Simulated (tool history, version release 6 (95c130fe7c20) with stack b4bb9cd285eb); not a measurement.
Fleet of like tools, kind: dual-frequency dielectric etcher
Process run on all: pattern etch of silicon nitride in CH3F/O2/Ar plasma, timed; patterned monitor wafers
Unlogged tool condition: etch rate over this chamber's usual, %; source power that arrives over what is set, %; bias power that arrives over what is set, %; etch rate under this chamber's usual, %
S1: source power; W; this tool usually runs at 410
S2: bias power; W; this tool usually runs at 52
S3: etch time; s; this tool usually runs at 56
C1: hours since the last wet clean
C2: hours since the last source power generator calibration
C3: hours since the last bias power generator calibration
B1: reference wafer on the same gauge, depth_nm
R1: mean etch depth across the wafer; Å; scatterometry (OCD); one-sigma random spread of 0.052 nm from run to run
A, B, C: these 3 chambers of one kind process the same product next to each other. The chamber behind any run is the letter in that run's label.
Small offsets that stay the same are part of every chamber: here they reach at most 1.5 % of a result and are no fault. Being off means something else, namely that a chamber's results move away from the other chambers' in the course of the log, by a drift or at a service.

| run | hour | S1 | S2 | S3 | C1 | C2 | C3 | B1 | R1 |
|---|---|---|---|---|---|---|---|---|---|
|  | 2.4 | chamber A: wet clean of the chamber |
| 1A | 12 | 410 | 52 | 56 | 9.7 | 959.6 | 593.5 | 32.905 | 355.19 |
| 2C | 20.3 | 410 | 52 | 56 | 372.1 | 3721.9 | 582.4 | 32.899 | 350.69 |
| 3B | 26.4 | 410 | 52 | 56 | 470.3 | 781.7 | 1514 | 32.881 | 358.48 |
|  | 28.7 | chamber B: wet clean of the chamber |
| 4A | 39.9 | 410 | 52 | 56 | 37.6 | 987.5 | 621.4 | 32.872 | 355.2 |
| 5B | 47.3 | 410 | 52 | 56 | 18.6 | 802.6 | 1534.9 | 32.876 | 359.03 |
| 6C | 54.1 | 410 | 52 | 56 | 405.9 | 3755.7 | 616.2 | 32.886 | 351.52 |
| 7A | 60.2 | 410 | 63 | 67.5 | 57.9 | 1007.8 | 641.7 | 32.871 | 455.71 |
| 8B | 66.7 | 410 | 63 | 67.5 | 38 | 822 | 1554.3 | 32.863 | 461.27 |
| 9C | 78.3 | 410 | 63 | 67.5 | 430.1 | 3779.9 | 640.4 | 32.869 | 450.14 |
| 10B | 89.6 | 410 | 52 | 56 | 60.9 | 844.9 | 1577.2 | 32.855 | 358.92 |
| 11A | 96 | 410 | 52 | 56 | 93.7 | 1043.6 | 677.5 | 32.859 | 355.35 |
| 12C | 102.7 | 460 | 52 | 62 | 454.5 | 3804.3 | 664.8 | 32.858 | 406.51 |
| 13A | 112.8 | 460 | 52 | 62 | 110.5 | 1060.4 | 694.3 | 32.841 | 411.07 |
| 14B | 123.2 | 460 | 52 | 62 | 94.5 | 878.5 | 1610.8 | 32.843 | 416.31 |
| 15C | 131.6 | 410 | 52 | 56 | 483.4 | 3833.2 | 693.7 | 32.834 | 350.86 |
| 16A | 140.3 | 410 | 52 | 56 | 138 | 1087.9 | 721.8 | 32.824 | 354.87 |
| 17B | 148.2 | 410 | 52 | 56 | 119.5 | 903.5 | 1635.8 | 32.823 | 359.1 |
| 18C | 159.8 | 410 | 52 | 56 | 511.6 | 3861.4 | 721.9 | 32.819 | 351.03 |
|  | 163.5 | chamber C: wet clean of the chamber |
| 19C | 170.3 | 410 | 52 | 56 | 6.8 | 3871.9 | 732.4 | 32.824 | 350.59 |
| 20B | 178.6 | 410 | 52 | 56 | 149.9 | 933.9 | 1666.2 | 32.825 | 358.86 |
| 21A | 186.4 | 410 | 52 | 56 | 184.1 | 1134 | 767.9 | 32.826 | 355.1 |
| 22B | 195 | 410 | 52 | 56 | 166.3 | 950.3 | 1682.6 | 32.801 | 359.22 |
| 23A | 205.8 | 410 | 52 | 56 | 203.5 | 1153.4 | 787.3 | 32.797 | 355.2 |
| 24C | 213.3 | 410 | 52 | 56 | 49.8 | 3914.9 | 775.4 | 32.798 | 349.45 |
| 25B | 219.9 | 410 | 46 | 56 | 191.2 | 975.2 | 1707.5 | 32.785 | 345.45 |
| 26C | 228.2 | 410 | 46 | 56 | 64.7 | 3929.8 | 790.3 | 32.803 | 337.68 |
| 27A | 241 | 410 | 46 | 56 | 238.7 | 1188.6 | 822.5 | 32.782 | 341.12 |
| 28B | 251.1 | 410 | 52 | 56 | 222.4 | 1006.4 | 1738.7 | 32.778 | 358.32 |
| 29C | 262.7 | 410 | 52 | 56 | 99.2 | 3964.3 | 824.8 | 32.774 | 349.37 |
| 30A | 270.2 | 410 | 52 | 56 | 267.9 | 1217.8 | 851.7 | 32.776 | 354.83 |
| 31A | 280.9 | 410 | 52 | 56 | 278.6 | 1228.5 | 862.4 | 32.773 | 355.14 |
| 32B | 294.2 | 410 | 52 | 56 | 265.5 | 1049.5 | 1781.8 | 32.765 | 358.78 |
| 33C | 302.6 | 450 | 52 | 50 | 139.1 | 4004.2 | 864.7 | 32.767 | 323.57 |
| 34B | 312.4 | 450 | 52 | 50 | 283.7 | 1067.7 | 1800 | 32.756 | 331.52 |
| 35A | 320.2 | 450 | 52 | 50 | 317.9 | 1267.8 | 901.7 | 32.741 | 327.59 |
|  | 325.9 | chamber A: wet clean of the chamber |
| 36C | 329.9 | 410 | 52 | 56 | 166.4 | 4031.5 | 892 | 32.756 | 350.18 |
| 37B | 342.4 | 410 | 52 | 56 | 313.7 | 1097.7 | 1830 | 32.749 | 358.16 |
| 38C | 354.5 | 410 | 61 | 63.5 | 191 | 4056.1 | 916.6 | 32.733 | 417.3 |
| 39A | 366.9 | 410 | 61 | 63.5 | 41 | 1314.5 | 948.4 | 32.722 | 420.66 |
| 40A | 376.2 | 410 | 61 | 63.5 | 50.3 | 1323.8 | 957.7 | 32.723 | 422.64 |
|  | 381.2 | chamber C: source power generator calibrated |
| 41C | 389.5 | 410 | 52 | 56 | 226 | 8.3 | 951.6 | 32.715 | 349.62 |
| 42B | 398.6 | 410 | 52 | 56 | 369.9 | 1153.9 | 1886.2 | 32.717 | 356.97 |
| 43C | 404.8 | 410 | 52 | 56 | 241.3 | 23.6 | 966.9 | 32.703 | 349.87 |
| 44A | 412.8 | 410 | 52 | 56 | 86.9 | 1360.4 | 994.3 | 32.706 | 353.16 |

All 3 chambers run these settings next. Forecast each chamber's results:
| 45A | 422.6 | 370 | 52 | 56 |  |  |  |  | ? |
| 45B | 422.6 | 370 | 52 | 56 |  |  |  |  | ? |
| 45C | 422.6 | 370 | 52 | 56 |  |  |  |  | ? |

| run | R1 |
|---|---|
| 45A | 339.2 |
| 45B | 343.22 |
| 45C | 335.01 |
